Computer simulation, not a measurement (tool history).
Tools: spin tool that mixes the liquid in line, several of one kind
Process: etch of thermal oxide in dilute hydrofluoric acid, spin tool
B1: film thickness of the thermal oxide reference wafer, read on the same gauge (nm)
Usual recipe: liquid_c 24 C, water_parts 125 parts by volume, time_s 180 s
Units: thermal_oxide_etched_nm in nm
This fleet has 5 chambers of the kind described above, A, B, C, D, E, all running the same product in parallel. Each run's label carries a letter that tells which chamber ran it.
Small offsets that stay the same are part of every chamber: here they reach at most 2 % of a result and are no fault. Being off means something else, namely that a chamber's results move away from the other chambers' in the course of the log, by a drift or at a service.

{"run": "1E", "hour": 3.5, "liquid_c": 24, "water_parts": 125, "time_s": 180, "B1": 130.07, "thermal_oxide_etched_nm": 6.3451}
{"run": "2B", "hour": 8.6, "liquid_c": 24, "water_parts": 125, "time_s": 180, "B1": 129.99, "thermal_oxide_etched_nm": 6.3301}
{"run": "3A", "hour": 12.8, "liquid_c": 24, "water_parts": 125, "time_s": 180, "B1": 130, "thermal_oxide_etched_nm": 6.3188}
{"run": "4D", "hour": 17.9, "liquid_c": 24, "water_parts": 125, "time_s": 180, "B1": 130.03, "thermal_oxide_etched_nm": 6.2984}
{"run": "5C", "hour": 22.7, "liquid_c": 24, "water_parts": 125, "time_s": 180, "B1": 130, "thermal_oxide_etched_nm": 6.1069}
{"run": "6A", "hour": 27.1, "liquid_c": 24, "water_parts": 125, "time_s": 180, "B1": 130.01, "thermal_oxide_etched_nm": 6.2541}
{"run": "7B", "hour": 30.4, "liquid_c": 24, "water_parts": 125, "time_s": 180, "B1": 130.05, "thermal_oxide_etched_nm": 6.2995}
{"hour": 30.9, "done": "chamber A: hydrofluoric acid flow meter replaced"}
{"run": "8E", "hour": 35.0, "liquid_c": 20.5, "water_parts": 125, "time_s": 180, "B1": 129.95, "thermal_oxide_etched_nm": 5.4901}
{"run": "9C", "hour": 38.2, "liquid_c": 20.5, "water_parts": 125, "time_s": 180, "B1": 129.99, "thermal_oxide_etched_nm": 5.3161}
{"run": "10D", "hour": 41.8, "liquid_c": 20.5, "water_parts": 125, "time_s": 180, "B1": 130.03, "thermal_oxide_etched_nm": 5.4741}
{"run": "11B", "hour": 44.9, "liquid_c": 20.5, "water_parts": 125, "time_s": 180, "B1": 130, "thermal_oxide_etched_nm": 5.5282}
{"run": "12A", "hour": 49.4, "liquid_c": 20.5, "water_parts": 125, "time_s": 180, "B1": 130.06, "thermal_oxide_etched_nm": 5.494}
{"run": "13D", "hour": 54.6, "liquid_c": 24, "water_parts": 125, "time_s": 180, "B1": 130.01, "thermal_oxide_etched_nm": 6.2398}
{"run": "14E", "hour": 57.8, "liquid_c": 24, "water_parts": 125, "time_s": 180, "B1": 129.96, "thermal_oxide_etched_nm": 6.3298}
{"run": "15C", "hour": 60.6, "liquid_c": 24, "water_parts": 125, "time_s": 180, "B1": 129.97, "thermal_oxide_etched_nm": 6.1613}
{"run": "16C", "hour": 65.3, "liquid_c": 24, "water_parts": 125, "time_s": 180, "B1": 130.03, "thermal_oxide_etched_nm": 6.173}
{"run": "17A", "hour": 68.9, "liquid_c": 24, "water_parts": 125, "time_s": 180, "B1": 130.01, "thermal_oxide_etched_nm": 6.3845}
{"run": "18E", "hour": 72.5, "liquid_c": 24, "water_parts": 125, "time_s": 180, "B1": 129.95, "thermal_oxide_etched_nm": 6.3832}
{"run": "19D", "hour": 75.9, "liquid_c": 24, "water_parts": 125, "time_s": 180, "B1": 130, "thermal_oxide_etched_nm": 6.2885}
{"run": "20B", "hour": 81.0, "liquid_c": 24, "water_parts": 125, "time_s": 180, "B1": 130.01, "thermal_oxide_etched_nm": 6.4729}
{"run": "21A", "hour": 84.2, "liquid_c": 24, "water_parts": 125, "time_s": 180, "B1": 130.01, "thermal_oxide_etched_nm": 6.3509}
{"run": "22B", "hour": 88.3, "liquid_c": 24, "water_parts": 125, "time_s": 180, "B1": 130.01, "thermal_oxide_etched_nm": 6.5061}
{"run": "23E", "hour": 92.9, "liquid_c": 24, "water_parts": 175, "time_s": 180, "B1": 130, "thermal_oxide_etched_nm": 4.2673}
{"run": "24C", "hour": 97.5, "liquid_c": 24, "water_parts": 175, "time_s": 180, "B1": 129.99, "thermal_oxide_etched_nm": 4.1427}
{"run": "25D", "hour": 100.9, "liquid_c": 24, "water_parts": 175, "time_s": 180, "B1": 130.02, "thermal_oxide_etched_nm": 4.2206}
{"run": "26E", "hour": 106.2, "liquid_c": 24, "water_parts": 175, "time_s": 180, "B1": 129.93, "thermal_oxide_etched_nm": 4.2705}
{"run": "27D", "hour": 111.5, "liquid_c": 24, "water_parts": 175, "time_s": 180, "B1": 130, "thermal_oxide_etched_nm": 4.3042}
{"run": "28B", "hour": 115.8, "liquid_c": 24, "water_parts": 125, "time_s": 180, "B1": 129.99, "thermal_oxide_etched_nm": 6.4813}
{"run": "29A", "hour": 118.7, "liquid_c": 24, "water_parts": 125, "time_s": 180, "B1": 130, "thermal_oxide_etched_nm": 6.3618}
{"run": "30C", "hour": 123.1, "liquid_c": 24, "water_parts": 125, "time_s": 180, "B1": 130.07, "thermal_oxide_etched_nm": 6.2359}
{"run": "31C", "hour": 127.2, "liquid_c": 24, "water_parts": 125, "time_s": 180, "B1": 130, "thermal_oxide_etched_nm": 6.1762}
{"run": "32E", "hour": 132.3, "liquid_c": 24, "water_parts": 125, "time_s": 180, "B1": 129.98, "thermal_oxide_etched_nm": 6.3589}
{"run": "33A", "hour": 137.3, "liquid_c": 24, "water_parts": 125, "time_s": 180, "B1": 129.96, "thermal_oxide_etched_nm": 6.339}
{"hour": 138.3, "done": "chamber B: hydrofluoric acid flow meter replaced"}
{"run": "34B", "hour": 139.6, "liquid_c": 24, "water_parts": 105, "time_s": 115, "B1": 130, "thermal_oxide_etched_nm": 5.1388}
{"run": "35D", "hour": 142.9, "liquid_c": 24, "water_parts": 105, "time_s": 115, "B1": 130, "thermal_oxide_etched_nm": 4.8881}
{"run": "36E", "hour": 145.9, "liquid_c": 24, "water_parts": 105, "time_s": 115, "B1": 130.03, "thermal_oxide_etched_nm": 4.9525}
{"run": "37A", "hour": 150.9, "liquid_c": 24, "water_parts": 105, "time_s": 115, "B1": 130.07, "thermal_oxide_etched_nm": 4.9333}
{"run": "38D", "hour": 155.3, "liquid_c": 24, "water_parts": 105, "time_s": 115, "B1": 130.02, "thermal_oxide_etched_nm": 5.006}
{"run": "39C", "hour": 159.7, "liquid_c": 24, "water_parts": 125, "time_s": 180, "B1": 129.99, "thermal_oxide_etched_nm": 6.1308}
{"run": "40B", "hour": 162.4, "liquid_c": 24, "water_parts": 125, "time_s": 180, "B1": 129.97, "thermal_oxide_etched_nm": 6.625}
{"run": "41D", "hour": 164.8, "liquid_c": 24, "water_parts": 125, "time_s": 180, "B1": 129.98, "thermal_oxide_etched_nm": 6.2745}
{"run": "42C", "hour": 168.5, "liquid_c": 24, "water_parts": 125, "time_s": 85, "B1": 130, "thermal_oxide_etched_nm": 2.9189}

Is one chamber off against the others, does the gauge drift, or is nothing wrong? If a chamber is off, say which, and what the likeliest cause is.

It is chamber B that slowly wanders off from its peers.
What lies behind it: liquid hotter than its thermometer reads (K) = 1.74.

Which of the 4 candidates below, each the usual settings with something changed and its results left as question marks, puts chamber B back in line with what the other chambers give on the usual settings?
In-line tolerance around the mean of the other chambers on the usual settings: thermal_oxide_etched_nm 0.17 nm
{"run": "43B-1", "hour": 172.3, "liquid_c": 24, "water_parts": 125, "time_s": 170, "thermal_oxide_etched_nm": "?"}
{"run": "43B-2", "hour": 172.3, "liquid_c": 24, "water_parts": 125, "time_s": 185, "thermal_oxide_etched_nm": "?"}
{"run": "43B-3", "hour": 172.3, "liquid_c": 24, "water_parts": 120, "time_s": 185, "thermal_oxide_etched_nm": "?"}
{"run": "43B-4", "hour": 172.3, "liquid_c": 24, "water_parts": 125, "time_s": 175, "thermal_oxide_etched_nm": "?"}

The other chambers' mean on the usual settings: thermal_oxide_etched_nm 6.2902 nm
run=43B-1 thermal_oxide_etched_nm=6.3336
run=43B-2 thermal_oxide_etched_nm=6.8924
run=43B-3 thermal_oxide_etched_nm=7.2248
run=43B-4 thermal_oxide_etched_nm=6.5198
43B-1 is the one that brings the chamber's results back in line with the other chambers.
